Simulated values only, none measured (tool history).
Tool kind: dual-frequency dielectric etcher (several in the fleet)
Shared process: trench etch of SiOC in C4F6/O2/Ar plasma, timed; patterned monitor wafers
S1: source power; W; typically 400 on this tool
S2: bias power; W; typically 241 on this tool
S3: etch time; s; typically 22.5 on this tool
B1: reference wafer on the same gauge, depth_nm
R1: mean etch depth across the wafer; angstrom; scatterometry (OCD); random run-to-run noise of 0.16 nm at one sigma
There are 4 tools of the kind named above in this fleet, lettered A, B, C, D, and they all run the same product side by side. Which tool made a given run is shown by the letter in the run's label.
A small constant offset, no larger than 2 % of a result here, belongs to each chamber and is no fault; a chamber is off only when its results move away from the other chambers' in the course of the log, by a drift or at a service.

Run 1B, day 0.446: usual settings; B1 58.298. Result: R1 514.95 angstrom.
Run 2C, day 0.858: usual settings; B1 58.274. Result: R1 521.73 angstrom.
Run 3D, day 1.150: usual settings; B1 58.243. Result: R1 511.97 angstrom.
Run 4A, day 1.558: usual settings; B1 58.257. Result: R1 519.87 angstrom.
Run 5A, day 1.808: usual settings; B1 58.314. Result: R1 518.98 angstrom.
At day 1.867: chamber D: wet clean of the chamber.
Run 6C, day 2.133: usual settings; B1 58.279. Result: R1 522.67 angstrom.
Run 7B, day 2.550: usual settings but S2 275 W; B1 58.292. Result: R1 538.05 angstrom.
Run 8D, day 2.825: usual settings but S2 275 W; B1 58.310. Result: R1 535.42 angstrom.
Run 9C, day 3.079: usual settings but S2 275 W; B1 58.247. Result: R1 543.97 angstrom.
Run 10D, day 3.312: usual settings but S2 275 W; B1 58.309. Result: R1 536.42 angstrom.
Run 11A, day 3.733: usual settings; B1 58.312. Result: R1 521.35 angstrom.
Run 12B, day 4.108: usual settings; B1 58.237. Result: R1 514.17 angstrom.
Run 13A, day 4.550: usual settings; B1 58.323. Result: R1 522.90 angstrom.
Run 14C, day 4.767: usual settings; B1 58.307. Result: R1 522.86 angstrom.
Run 15B, day 5.212: usual settings but S2 186 W, S3 18.5 s; B1 58.316. Result: R1 387.14 angstrom.
Run 16D, day 5.454: usual settings but S2 186 W, S3 18.5 s; B1 58.288. Result: R1 386.46 angstrom.
Run 17D, day 5.896: usual settings but S2 186 W, S3 18.5 s; B1 58.326. Result: R1 387.32 angstrom.
Run 18A, day 6.171: usual settings but S2 186 W, S3 18.5 s; B1 58.293. Result: R1 390.71 angstrom.
Run 19B, day 6.504: usual settings; B1 58.281. Result: R1 509.65 angstrom.
Run 20C, day 6.917: usual settings; B1 58.352. Result: R1 519.60 angstrom.
Run 21A, day 7.354: usual settings; B1 58.288. Result: R1 522.39 angstrom.
Run 22D, day 7.625: usual settings; B1 58.356. Result: R1 513.38 angstrom.
Run 23B, day 8.017: usual settings; B1 58.306. Result: R1 514.86 angstrom.
Run 24C, day 8.229: usual settings but S1 460 W; B1 58.297. Result: R1 551.97 angstrom.

Each of the 4 chambers runs these same settings next. Fill in every chamber's results:
Run 25A, day 8.575: usual settings but S1 350 W. Result: R1 ?.
Run 25B, day 8.575: usual settings but S1 350 W. Result: R1 ?.
Run 25C, day 8.575: usual settings but S1 350 W. Result: R1 ?.
Run 25D, day 8.575: usual settings but S1 350 W. Result: R1 ?.

run      R1
25A  496.19
25B  489.07
25C  498.63
25D  485.40

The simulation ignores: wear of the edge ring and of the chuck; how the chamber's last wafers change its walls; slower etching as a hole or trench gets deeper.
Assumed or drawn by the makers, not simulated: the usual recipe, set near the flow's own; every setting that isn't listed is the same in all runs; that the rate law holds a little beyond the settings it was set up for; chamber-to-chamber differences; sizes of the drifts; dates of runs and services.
